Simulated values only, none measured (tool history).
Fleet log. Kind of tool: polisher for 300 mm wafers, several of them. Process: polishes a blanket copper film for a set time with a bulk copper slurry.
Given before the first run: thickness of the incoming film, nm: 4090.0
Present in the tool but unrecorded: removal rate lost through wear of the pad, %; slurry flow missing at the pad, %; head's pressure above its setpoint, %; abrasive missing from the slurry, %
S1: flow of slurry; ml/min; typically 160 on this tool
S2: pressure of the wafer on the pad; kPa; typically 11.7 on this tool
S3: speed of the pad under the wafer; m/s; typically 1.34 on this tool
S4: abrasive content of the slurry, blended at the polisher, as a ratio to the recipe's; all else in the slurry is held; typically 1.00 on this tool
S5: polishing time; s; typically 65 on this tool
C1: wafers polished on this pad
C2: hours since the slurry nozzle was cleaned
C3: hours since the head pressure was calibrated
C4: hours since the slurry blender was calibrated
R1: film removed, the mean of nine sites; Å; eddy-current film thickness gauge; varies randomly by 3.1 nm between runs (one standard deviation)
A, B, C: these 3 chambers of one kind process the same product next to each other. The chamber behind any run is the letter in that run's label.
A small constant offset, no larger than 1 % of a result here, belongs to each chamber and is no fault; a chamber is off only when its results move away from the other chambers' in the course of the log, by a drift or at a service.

run,hour,S1,S2,S3,S4,S5,C1,C2,C3,C4,R1
1A,10.4,160,11.7,1.34,1.00,65,1049,700.8,444.5,32.6,4631.8
# hour 14.2: chamber A: worn pad replaced by a new one
2C,15.6,160,11.7,1.34,1.00,65,384,58.8,156.9,139.5,4634.7
3B,24.4,160,11.7,1.34,1.00,65,351,102.3,96.1,112.6,4570.9
# hour 27.5: chamber C: worn pad replaced by a new one
4B,32.2,160,11.7,1.34,1.00,65,427,110.1,103.9,120.4,4544.7
5C,38.4,160,11.7,1.34,1.00,65,106,81.6,179.7,162.3,4569.7
# hour 38.6: chamber A: slurry nozzle cleaned
# hour 40.6: chamber C: slurry blender recalibrated
6A,44.8,160,11.7,1.34,1.00,65,296,6.2,478.9,67.0,4589.5
# hour 46.2: chamber B: worn pad replaced by a new one
7A,51.4,160,11.7,1.34,1.00,65,360,12.8,485.5,73.6,4631.4
8B,56.5,160,11.7,1.34,1.00,65,100,134.4,128.2,144.7,4597.6
9C,64.3,160,11.7,1.34,1.00,65,356,107.5,205.6,23.8,4616.8
10B,69.8,160,11.7,1.34,1.00,65,229,147.7,141.5,158.0,4634.0
11A,75.3,160,11.7,1.34,1.00,65,591,36.7,509.4,97.5,4489.0
12C,80.5,160,11.7,1.34,1.00,65,513,123.7,221.8,40.0,4565.3
13B,88.2,160,11.7,1.34,1.00,65,407,166.1,159.9,176.4,4517.2
# hour 88.8: chamber C: worn pad replaced by a new one
14A,97.6,160,11.7,1.34,1.00,65,807,59.0,531.7,119.8,4414.8
15C,105.8,130,11.7,1.34,1.25,65,165,149.0,247.1,65.3,4660.0
# hour 107.9: chamber B: worn pad replaced by a new one
# hour 111.0: chamber A: worn pad replaced by a new one
16C,113.2,130,11.7,1.34,1.25,65,236,156.4,254.5,72.7,4655.3
17B,120.5,130,11.7,1.34,1.25,65,122,198.4,192.2,208.7,4662.4
18A,125.2,160,11.7,1.34,1.00,65,138,86.6,559.3,147.4,4385.9
19A,131.4,160,11.7,1.34,1.00,65,198,92.8,565.5,153.6,4365.7
20C,137.5,160,11.7,1.34,1.00,65,471,180.7,278.8,97.0,4663.4

Which is it: a chamber that has drifted or been left off by a service, a gauge drift common to all chambers, or only each chamber's usual small offset? If a chamber is off, name it and its likeliest cause.

It is chamber A that slowly wanders off from its peers.
Likeliest cause: abrasive missing from the slurry, % = 24.1.
The log may not tell that from: slurry flow missing at the pad, %; head's pressure below its setpoint, %.

Chamber A could run next with any of the 4 candidate recipes listed below; each alters the usual settings, and their results appear as question marks. Which one brings its results back in line with what the other chambers deliver on the usual settings?
A result is in line if it is within this distance of the other chambers' mean on the usual settings: R1 110.0 Å
21A-1,144.9,160,12.4,1.34,1.00,68,,,,,?
21A-2,144.9,160,11.7,1.30,1.00,63,,,,,?
21A-3,144.9,160,11.7,1.42,1.00,65,,,,,?
21A-4,144.9,155,11.7,1.34,1.00,59,,,,,?

The mean the other chambers reach with the usual settings: R1 4601.4 Å
run,R1
21A-1,4811.8
21A-2,4084.2
21A-3,4605.7
21A-4,3922.1
21A-3 brings the chamber back in line.
